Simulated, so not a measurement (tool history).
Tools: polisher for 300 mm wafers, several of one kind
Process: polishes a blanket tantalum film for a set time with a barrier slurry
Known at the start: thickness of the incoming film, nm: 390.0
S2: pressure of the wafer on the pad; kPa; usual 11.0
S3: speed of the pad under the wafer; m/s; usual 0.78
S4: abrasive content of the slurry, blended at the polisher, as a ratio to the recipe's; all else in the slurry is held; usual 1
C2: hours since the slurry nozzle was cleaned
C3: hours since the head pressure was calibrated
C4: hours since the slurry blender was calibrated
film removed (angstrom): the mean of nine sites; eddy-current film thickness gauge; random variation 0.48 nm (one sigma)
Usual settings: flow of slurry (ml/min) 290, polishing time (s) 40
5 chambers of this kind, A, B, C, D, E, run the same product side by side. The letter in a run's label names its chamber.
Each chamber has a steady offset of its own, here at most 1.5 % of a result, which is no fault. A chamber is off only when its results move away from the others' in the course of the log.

-- hour=11.1 chamber A: head pressure recalibrated
run 1B hour=13.7 | flow_of_slurry_(ml/min)=290 S2=11.0 S3=0.78 S4=1 polishing_time_(s)=40 | wafers_polished_on_this_pad=843 C2=362.2 C3=948.4 C4=165.5 | film_removed_(angstrom)=474.56
-- hour=19.6 chamber B: worn pad replaced by a new one
-- hour=20.5 chamber D: worn pad replaced by a new one
run 2D hour=24.9 | flow_of_slurry_(ml/min)=290 S2=11.0 S3=0.78 S4=1 polishing_time_(s)=40 | wafers_polished_on_this_pad=67 C2=404.4 C3=538.6 C4=55.1 | film_removed_(angstrom)=466.42
-- hour=30.8 chamber C: worn pad replaced by a new one
run 3A hour=38.9 | flow_of_slurry_(ml/min)=290 S2=11.0 S3=0.78 S4=1 polishing_time_(s)=40 | wafers_polished_on_this_pad=685 C2=329.4 C3=27.9 C4=179.3 | film_removed_(angstrom)=471.82
-- hour=43.3 chamber E: worn pad replaced by a new one
-- hour=46.5 chamber C: slurry blender recalibrated
run 4C hour=51.1 | flow_of_slurry_(ml/min)=290 S2=11.0 S3=0.78 S4=1 polishing_time_(s)=40 | wafers_polished_on_this_pad=306 C2=110.4 C3=163.4 C4=4.7 | film_removed_(angstrom)=474.57
-- hour=57.2 chamber B: slurry nozzle cleaned
-- hour=59.1 chamber A: worn pad replaced by a new one
run 5E hour=62.2 | flow_of_slurry_(ml/min)=290 S2=11.0 S3=0.78 S4=1 polishing_time_(s)=40 | wafers_polished_on_this_pad=286 C2=203.9 C3=165.1 C4=123.6 | film_removed_(angstrom)=471.76
-- hour=72.0 chamber D: slurry nozzle cleaned
run 6B hour=72.9 | flow_of_slurry_(ml/min)=290 S2=11.0 S3=0.78 S4=1 polishing_time_(s)=40 | wafers_polished_on_this_pad=805 C2=15.8 C3=1007.6 C4=224.7 | film_removed_(angstrom)=472.56
-- hour=81.2 chamber D: worn pad replaced by a new one
run 7C hour=85.8 | flow_of_slurry_(ml/min)=290 S2=11.0 S3=0.78 S4=1 polishing_time_(s)=40 | wafers_polished_on_this_pad=831 C2=145.1 C3=198.1 C4=39.4 | film_removed_(angstrom)=472.57
-- hour=93.9 chamber B: worn pad replaced by a new one
run 8D hour=98.0 | flow_of_slurry_(ml/min)=290 S2=11.0 S3=0.78 S4=1 polishing_time_(s)=40 | wafers_polished_on_this_pad=255 C2=26.1 C3=611.7 C4=128.2 | film_removed_(angstrom)=481.75
run 9A hour=105.5 | flow_of_slurry_(ml/min)=290 S2=11.0 S3=0.78 S4=1 polishing_time_(s)=40 | wafers_polished_on_this_pad=701 C2=396.0 C3=94.5 C4=245.9 | film_removed_(angstrom)=475.04
-- hour=109.6 chamber C: worn pad replaced by a new one
-- hour=117.8 chamber B: head pressure recalibrated
run 10E hour=117.8 | flow_of_slurry_(ml/min)=290 S2=11.0 S3=0.78 S4=1 polishing_time_(s)=33 | wafers_polished_on_this_pad=1126 C2=259.5 C3=220.7 C4=179.2 | film_removed_(angstrom)=385.13
-- hour=120.8 chamber E: slurry blender recalibrated
-- hour=124.1 chamber E: worn pad replaced by a new one
run 11C hour=124.7 | flow_of_slurry_(ml/min)=290 S2=11.0 S3=0.78 S4=1 polishing_time_(s)=33 | wafers_polished_on_this_pad=228 C2=184.0 C3=237.0 C4=78.3 | film_removed_(angstrom)=385.44
-- hour=124.9 chamber B: slurry blender recalibrated
run 12D hour=133.9 | flow_of_slurry_(ml/min)=290 S2=11.0 S3=0.78 S4=1 polishing_time_(s)=33 | wafers_polished_on_this_pad=797 C2=62.0 C3=647.6 C4=164.1 | film_removed_(angstrom)=390.34
-- hour=135.9 chamber A: worn pad replaced by a new one
run 13A hour=146.6 | flow_of_slurry_(ml/min)=290 S2=11.0 S3=0.78 S4=1 polishing_time_(s)=33 | wafers_polished_on_this_pad=162 C2=437.1 C3=135.6 C4=287.0 | film_removed_(angstrom)=387.09
-- hour=155.1 chamber D: worn pad replaced by a new one
-- hour=158.1 chamber B: worn pad replaced by a new one
run 14E hour=161.1 | flow_of_slurry_(ml/min)=290 S2=11.0 S3=0.78 S4=1 polishing_time_(s)=33 | wafers_polished_on_this_pad=560 C2=302.8 C3=264.0 C4=40.4 | film_removed_(angstrom)=375.98
run 15B hour=170.3 | flow_of_slurry_(ml/min)=290 S2=11.0 S3=0.78 S4=1 polishing_time_(s)=40 | wafers_polished_on_this_pad=184 C2=113.2 C3=52.6 C4=45.4 | film_removed_(angstrom)=424.82
-- hour=170.9 chamber A: slurry blender recalibrated
run 16A hour=183.8 | flow_of_slurry_(ml/min)=290 S2=11.0 S3=0.78 S4=1 polishing_time_(s)=40 | wafers_polished_on_this_pad=724 C2=474.3 C3=172.8 C4=13.0 | film_removed_(angstrom)=471.87
-- hour=186.8 chamber C: worn pad replaced by a new one
run 17C hour=191.1 | flow_of_slurry_(ml/min)=290 S2=11.0 S3=0.78 S4=1 polishing_time_(s)=40 | wafers_polished_on_this_pad=65 C2=250.4 C3=303.4 C4=144.7 | film_removed_(angstrom)=478.85
run 18D hour=198.8 | flow_of_slurry_(ml/min)=290 S2=11.0 S3=0.78 S4=1 polishing_time_(s)=40 | wafers_polished_on_this_pad=661 C2=126.9 C3=712.5 C4=229.0 | film_removed_(angstrom)=483.58
-- hour=201.9 chamber A: worn pad replaced by a new one
-- hour=203.8 chamber E: worn pad replaced by a new one
-- hour=207.3 chamber C: head pressure recalibrated
-- hour=210.1 chamber C: slurry nozzle cleaned
run 19E hour=211.7 | flow_of_slurry_(ml/min)=290 S2=11.0 S3=0.78 S4=1 polishing_time_(s)=40 | wafers_polished_on_this_pad=120 C2=353.4 C3=314.6 C4=91.0 | film_removed_(angstrom)=465.42
-- hour=219.9 chamber B: worn pad replaced by a new one
-- hour=222.1 chamber D: slurry blender recalibrated
run 20B hour=224.0 | flow_of_slurry_(ml/min)=290 S2=11.0 S3=0.78 S4=1 polishing_time_(s)=40 | wafers_polished_on_this_pad=62 C2=166.9 C3=106.3 C4=99.1 | film_removed_(angstrom)=436.56
-- hour=232.4 chamber D: worn pad replaced by a new one
run 21C hour=236.3 | flow_of_slurry_(ml/min)=290 S2=11.0 S3=0.78 S4=1 polishing_time_(s)=40 | wafers_polished_on_this_pad=748 C2=26.3 C3=29.0 C4=189.9 | film_removed_(angstrom)=476.52
run 22A hour=249.3 | flow_of_slurry_(ml/min)=290 S2=11.0 S3=0.78 S4=1 polishing_time_(s)=40 | wafers_polished_on_this_pad=717 C2=539.8 C3=238.3 C4=78.5 | film_removed_(angstrom)=471.84
run 23D hour=257.1 | flow_of_slurry_(ml/min)=290 S2=11.0 S3=0.78 S4=1 polishing_time_(s)=40 | wafers_polished_on_this_pad=373 C2=185.2 C3=770.8 C4=35.0 | film_removed_(angstrom)=480.31
-- hour=261.6 chamber C: worn pad replaced by a new one
-- hour=266.0 chamber E: worn pad replaced by a new one
run 24B hour=271.5 | flow_of_slurry_(ml/min)=290 S2=11.0 S3=0.78 S4=1 polishing_time_(s)=40 | wafers_polished_on_this_pad=780 C2=214.4 C3=153.8 C4=146.6 | film_removed_(angstrom)=427.71
-- hour=278.4 chamber A: worn pad replaced by a new one
run 25E hour=284.6 | flow_of_slurry_(ml/min)=290 S2=11.0 S3=0.78 S4=1 polishing_time_(s)=40 | wafers_polished_on_this_pad=281 C2=426.3 C3=387.5 C4=163.9 | film_removed_(angstrom)=468.29
-- hour=286.1 chamber B: worn pad replaced by a new one
run 26E hour=291.3 | flow_of_slurry_(ml/min)=290 S2=11.0 S3=0.78 S4=1 polishing_time_(s)=40 | wafers_polished_on_this_pad=382 C2=433.0 C3=394.2 C4=170.6 | film_removed_(angstrom)=465.82
-- hour=293.4 chamber D: worn pad replaced by a new one
run 27C hour=302.6 | flow_of_slurry_(ml/min)=290 S2=11.0 S3=0.78 S4=1 polishing_time_(s)=40 | wafers_polished_on_this_pad=620 C2=92.6 C3=95.3 C4=256.2 | film_removed_(angstrom)=471.00
run 28A hour=314.9 | flow_of_slurry_(ml/min)=290 S2=11.0 S3=0.62 S4=1 polishing_time_(s)=40 | wafers_polished_on_this_pad=552 C2=605.4 C3=303.9 C4=144.1 | film_removed_(angstrom)=379.03
run 29B hour=324.3 | flow_of_slurry_(ml/min)=290 S2=11.0 S3=0.62 S4=1 polishing_time_(s)=40 | wafers_polished_on_this_pad=577 C2=267.2 C3=206.6 C4=199.4 | film_removed_(angstrom)=345.07
run 30D hour=335.0 | flow_of_slurry_(ml/min)=290 S2=11.0 S3=0.62 S4=1 polishing_time_(s)=40 | wafers_polished_on_this_pad=628 C2=263.1 C3=848.7 C4=112.9 | film_removed_(angstrom)=373.98
run 31B hour=345.1 | flow_of_slurry_(ml/min)=290 S2=11.0 S3=0.62 S4=1 polishing_time_(s)=40 | wafers_polished_on_this_pad=891 C2=288.0 C3=227.4 C4=220.2 | film_removed_(angstrom)=344.54
-- hour=347.5 chamber A: worn pad replaced by a new one
run 32A hour=353.5 | flow_of_slurry_(ml/min)=290 S2=11.0 S3=0.62 S4=1 polishing_time_(s)=40 | wafers_polished_on_this_pad=91 C2=644.0 C3=342.5 C4=182.7 | film_removed_(angstrom)=372.81

Next, every chamber runs the same settings. What will each give?
run 33A hour=364.3 | flow_of_slurry_(ml/min)=290 S2=7.6 S3=0.78 S4=1 polishing_time_(s)=40 | film_removed_(angstrom)=?
run 33B hour=364.3 | flow_of_slurry_(ml/min)=290 S2=7.6 S3=0.78 S4=1 polishing_time_(s)=40 | film_removed_(angstrom)=?
run 33C hour=364.3 | flow_of_slurry_(ml/min)=290 S2=7.6 S3=0.78 S4=1 polishing_time_(s)=40 | film_removed_(angstrom)=?
run 33D hour=364.3 | flow_of_slurry_(ml/min)=290 S2=7.6 S3=0.78 S4=1 polishing_time_(s)=40 | film_removed_(angstrom)=?
run 33E hour=364.3 | flow_of_slurry_(ml/min)=290 S2=7.6 S3=0.78 S4=1 polishing_time_(s)=40 | film_removed_(angstrom)=?

run=33A film_removed_(angstrom)=322.46
run=33B film_removed_(angstrom)=298.40
run=33C film_removed_(angstrom)=327.52
run=33D film_removed_(angstrom)=327.93
run=33E film_removed_(angstrom)=325.97

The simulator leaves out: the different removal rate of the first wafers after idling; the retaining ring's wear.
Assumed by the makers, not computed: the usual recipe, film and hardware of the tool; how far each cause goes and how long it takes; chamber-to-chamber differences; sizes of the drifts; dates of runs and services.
